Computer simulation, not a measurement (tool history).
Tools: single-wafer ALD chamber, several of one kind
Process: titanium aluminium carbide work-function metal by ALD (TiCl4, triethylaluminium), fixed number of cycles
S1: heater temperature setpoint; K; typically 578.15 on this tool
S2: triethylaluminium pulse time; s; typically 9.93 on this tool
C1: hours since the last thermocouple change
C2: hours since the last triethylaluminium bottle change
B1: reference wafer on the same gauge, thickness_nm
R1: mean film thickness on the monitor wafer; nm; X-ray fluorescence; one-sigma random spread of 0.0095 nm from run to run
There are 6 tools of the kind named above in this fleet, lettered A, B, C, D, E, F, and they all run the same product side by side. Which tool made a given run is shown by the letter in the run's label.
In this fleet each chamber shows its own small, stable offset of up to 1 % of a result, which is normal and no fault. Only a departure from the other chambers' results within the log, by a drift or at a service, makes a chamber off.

run	hour	S1	S2	C1	C2	B1	R1
1E	2.2	578.15	9.93	1255	131.5	2.1377	2.0503
2F	6	578.15	9.93	1027.7	1704	2.1413	2.0577
3D	9.4	578.15	9.93	390.6	787.7	2.1404	2.0472
4C	13.8	578.15	9.93	118.2	775.2	2.139	2.0274
5B	15.7	578.15	9.93	396.1	46.4	2.1417	2.064
6A	19.9	578.15	9.93	2781.3	174.9	2.1433	2.0589
7C	23.2	578.15	9.93	127.6	784.6	2.1387	2.0671
8B	26.3	565.15	7.75	406.7	57	2.1391	1.8652
9D	29.5	565.15	7.75	410.7	807.8	2.1424	1.8509
10A	33.2	565.15	7.75	2794.6	188.2	2.1397	1.8631
11F	37.1	565.15	7.75	1058.8	1735.1	2.1419	1.8699
12E	40.8	565.15	7.75	1293.6	170.1	2.1404	1.8683
13B	42.9	565.15	7.75	423.3	73.6	2.1384	1.8747
14E	46.5	578.15	9.93	1299.3	175.8	2.1401	2.0474
15D	48.6	578.15	9.93	429.8	826.9	2.1396	2.0569
# hour 49.7: chamber A: thermocouple changed; heater temperature recalibrated
16F	51.7	591.15	9.93	1073.4	1749.7	2.1415	2.1644
17C	55.4	591.15	9.93	159.8	816.8	2.1416	2.1572
18A	59.6	591.15	9.93	9.9	214.6	2.1393	2.1604
19C	62.7	591.15	9.93	167.1	824.1	2.1403	2.1484
20A	64.7	591.15	9.93	15	219.7	2.1396	2.1625
21B	69	591.15	9.93	449.4	99.7	2.1403	2.167
22D	72.4	578.15	9.93	453.6	850.7	2.1397	2.0374
23E	75.4	578.15	9.93	1328.2	204.7	2.1365	2.0491
24F	79.2	578.15	9.93	1100.9	1777.2	2.1374	2.0634
25B	83.2	578.15	9.93	463.6	113.9	2.1409	2.0512
26E	86.5	578.15	9.93	1339.3	215.8	2.1408	2.0394
27C	90.2	578.15	9.93	194.6	851.6	2.141	2.05
28D	94.2	578.15	9.93	475.4	872.5	2.1425	2.0459
29A	97.2	578.15	7.13	47.5	252.2	2.1382	1.936
30F	99.8	578.15	7.13	1121.5	1797.8	2.1397	1.9407
31E	103	578.15	7.13	1355.8	232.3	2.141	1.9181
32D	105.8	578.15	7.13	487	884.1	2.1392	1.9424
33B	110.2	578.15	7.13	490.6	140.9	2.1404	1.9292
34C	113.3	578.15	7.13	217.7	874.7	2.1402	1.9144
35F	115.8	578.15	9.93	1137.5	1813.8	2.1421	2.0539
36A	120.1	578.15	9.93	70.4	275.1	2.1411	2.0462
37E	124.1	578.15	9.93	1376.9	253.4	2.137	2.0545
38A	126.7	578.15	9.93	77	281.7	2.1389	2.0424
39B	130.2	578.15	7.27	510.6	160.9	2.1381	1.9336

Has any chamber moved away from the others, gradually or after a service, or does the common gauge drift, or do the chambers differ only by their own small steady offsets? State the chamber and the most likely cause if one applies.

All chambers stay in line apart from their small fixed offsets, and the gauge does not drift.

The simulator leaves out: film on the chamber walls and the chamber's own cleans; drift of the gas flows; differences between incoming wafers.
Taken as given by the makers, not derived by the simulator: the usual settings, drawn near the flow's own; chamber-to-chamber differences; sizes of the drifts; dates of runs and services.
